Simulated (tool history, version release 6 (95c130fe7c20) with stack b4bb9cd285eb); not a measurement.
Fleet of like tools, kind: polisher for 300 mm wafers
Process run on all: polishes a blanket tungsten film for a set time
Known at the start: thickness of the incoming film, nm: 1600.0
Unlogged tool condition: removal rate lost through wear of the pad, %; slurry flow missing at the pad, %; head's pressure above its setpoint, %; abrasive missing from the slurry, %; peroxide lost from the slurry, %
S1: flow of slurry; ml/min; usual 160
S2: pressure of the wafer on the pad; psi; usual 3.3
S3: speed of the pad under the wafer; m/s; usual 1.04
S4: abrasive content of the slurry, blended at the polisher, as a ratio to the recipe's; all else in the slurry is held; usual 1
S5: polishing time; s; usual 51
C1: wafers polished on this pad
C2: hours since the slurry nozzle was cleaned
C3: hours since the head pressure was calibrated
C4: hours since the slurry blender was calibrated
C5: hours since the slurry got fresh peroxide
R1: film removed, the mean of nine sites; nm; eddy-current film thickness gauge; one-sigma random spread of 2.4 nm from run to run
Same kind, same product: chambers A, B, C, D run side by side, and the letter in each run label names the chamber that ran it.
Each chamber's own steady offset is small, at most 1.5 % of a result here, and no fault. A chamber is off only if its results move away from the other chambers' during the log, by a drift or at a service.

| run | day | S1 | S2 | S3 | S4 | S5 | C1 | C2 | C3 | C4 | C5 | R1 |
|---|---|---|---|---|---|---|---|---|---|---|---|---|
| 1B | 0.254 | 160 | 3.3 | 1.04 | 1 | 51 | 268 | 259.9 | 1308.7 | 211.2 | 54.4 | 193.85 |
| 2C | 0.492 | 160 | 3.3 | 1.04 | 1 | 51 | 204 | 355.2 | 799.8 | 112.8 | 40.6 | 193.8 |
|  | 0.65 | chamber C: slurry tank refilled with fresh slurry and peroxide |
|  | 0.671 | chamber A: worn pad replaced by a new one |
| 3D | 0.696 | 160 | 3.3 | 1.04 | 1 | 51 | 483 | 114.8 | 845.1 | 283.5 | 45.8 | 191.6 |
|  | 0.896 | chamber D: slurry blender recalibrated |
| 4A | 1.008 | 160 | 3.3 | 1.04 | 1 | 51 | 59 | 129 | 355.2 | 85.9 | 66.6 | 192.83 |
|  | 1.317 | chamber D: slurry tank refilled with fresh slurry and peroxide |
| 5A | 1.338 | 160 | 3.3 | 0.7 | 1.3 | 51 | 116 | 136.9 | 363.1 | 93.8 | 74.5 | 137.92 |
|  | 1.388 | chamber A: slurry blender recalibrated |
| 6B | 1.642 | 160 | 3.3 | 0.7 | 1.3 | 51 | 510 | 293.2 | 1342 | 244.5 | 87.7 | 134.73 |
| 7D | 1.825 | 160 | 3.3 | 0.7 | 1.3 | 51 | 680 | 141.9 | 872.2 | 22.3 | 12.3 | 135.03 |
| 8C | 2.15 | 160 | 3.3 | 0.7 | 1.3 | 51 | 494 | 395 | 839.6 | 152.6 | 36.1 | 134.94 |
|  | 2.246 | chamber A: head pressure recalibrated |
|  | 2.25 | chamber C: slurry tank refilled with fresh slurry and peroxide |
| 9D | 2.35 | 160 | 3.3 | 1.04 | 1 | 51 | 772 | 154.5 | 884.8 | 34.9 | 24.9 | 189.57 |
|  | 2.517 | chamber B: slurry nozzle cleaned |
| 10B | 2.617 | 160 | 3.3 | 1.04 | 1 | 51 | 680 | 2.5 | 1365.4 | 267.9 | 111.1 | 189.39 |
|  | 2.7 | chamber D: head pressure recalibrated |
| 11A | 3.008 | 160 | 3.3 | 1.04 | 1 | 51 | 408 | 177 | 18.3 | 39 | 114.6 | 189.8 |
|  | 3.025 | chamber B: slurry tank refilled with fresh slurry and peroxide |
| 12C | 3.412 | 160 | 3.3 | 1.04 | 1 | 51 | 714 | 425.3 | 869.9 | 182.9 | 27.9 | 192.74 |
| 13B | 3.746 | 160 | 3.3 | 1.04 | 1 | 51 | 877 | 29.6 | 1392.5 | 295 | 17.3 | 191.77 |
|  | 4 | chamber A: slurry tank refilled with fresh slurry and peroxide |
|  | 4.021 | chamber D: slurry tank refilled with fresh slurry and peroxide |
| 14C | 4.096 | 160 | 3.3 | 1.04 | 1 | 51 | 833 | 441.7 | 886.3 | 199.3 | 44.3 | 190.24 |
|  | 4.292 | chamber C: slurry tank refilled with fresh slurry and peroxide |
|  | 4.375 | chamber A: worn pad replaced by a new one |
| 15D | 4.471 | 160 | 3.3 | 1.04 | 1 | 51 | 1142 | 205.4 | 42.5 | 85.8 | 10.9 | 191.78 |
| 16A | 4.671 | 160 | 3.3 | 1.04 | 1 | 51 | 51 | 216.9 | 58.2 | 78.9 | 16.2 | 195.8 |
|  | 5.042 | chamber D: worn pad replaced by a new one |
| 17D | 5.046 | 160 | 4.2 | 1.04 | 1.25 | 51 | 0 | 219.2 | 56.3 | 99.6 | 24.7 | 263.15 |
|  | 5.317 | chamber A: slurry blender recalibrated |
| 18B | 5.367 | 160 | 4.2 | 1.04 | 1.25 | 51 | 1160 | 68.5 | 1431.4 | 333.9 | 56.2 | 255.24 |
| 19A | 5.588 | 160 | 4.2 | 1.04 | 1.25 | 51 | 211 | 238.9 | 80.2 | 6.5 | 38.2 | 262.41 |
|  | 5.65 | chamber C: worn pad replaced by a new one |
| 20C | 5.912 | 160 | 4.2 | 1.04 | 1.25 | 51 | 46 | 485.3 | 929.9 | 242.9 | 38.9 | 250.02 |
|  | 5.95 | chamber B: slurry blender recalibrated |
| 21B | 6.25 | 160 | 3.3 | 1.04 | 1 | 51 | 1314 | 89.7 | 1452.6 | 7.3 | 77.4 | 185.13 |
|  | 6.262 | chamber C: slurry tank refilled with fresh slurry and peroxide |
|  | 6.354 | chamber C: head pressure recalibrated |
| 22D | 6.521 | 160 | 3.3 | 1.04 | 1 | 51 | 258 | 254.6 | 91.7 | 135 | 60.1 | 191.55 |
| 23A | 6.871 | 160 | 3.3 | 1.04 | 1 | 51 | 435 | 269.7 | 111 | 37.3 | 69 | 194.11 |
| 24C | 7.071 | 160 | 3.3 | 1.04 | 1.25 | 51 | 248 | 513.1 | 17.2 | 270.7 | 19.5 | 199.27 |

Which is it: a chamber that has drifted or been left off by a service, a gauge drift common to all chambers, or only each chamber's usual small offset? If a chamber is off, name it and its likeliest cause.

Neither any chamber nor the gauge drifts; the chambers differ only by their own small, steady offsets.
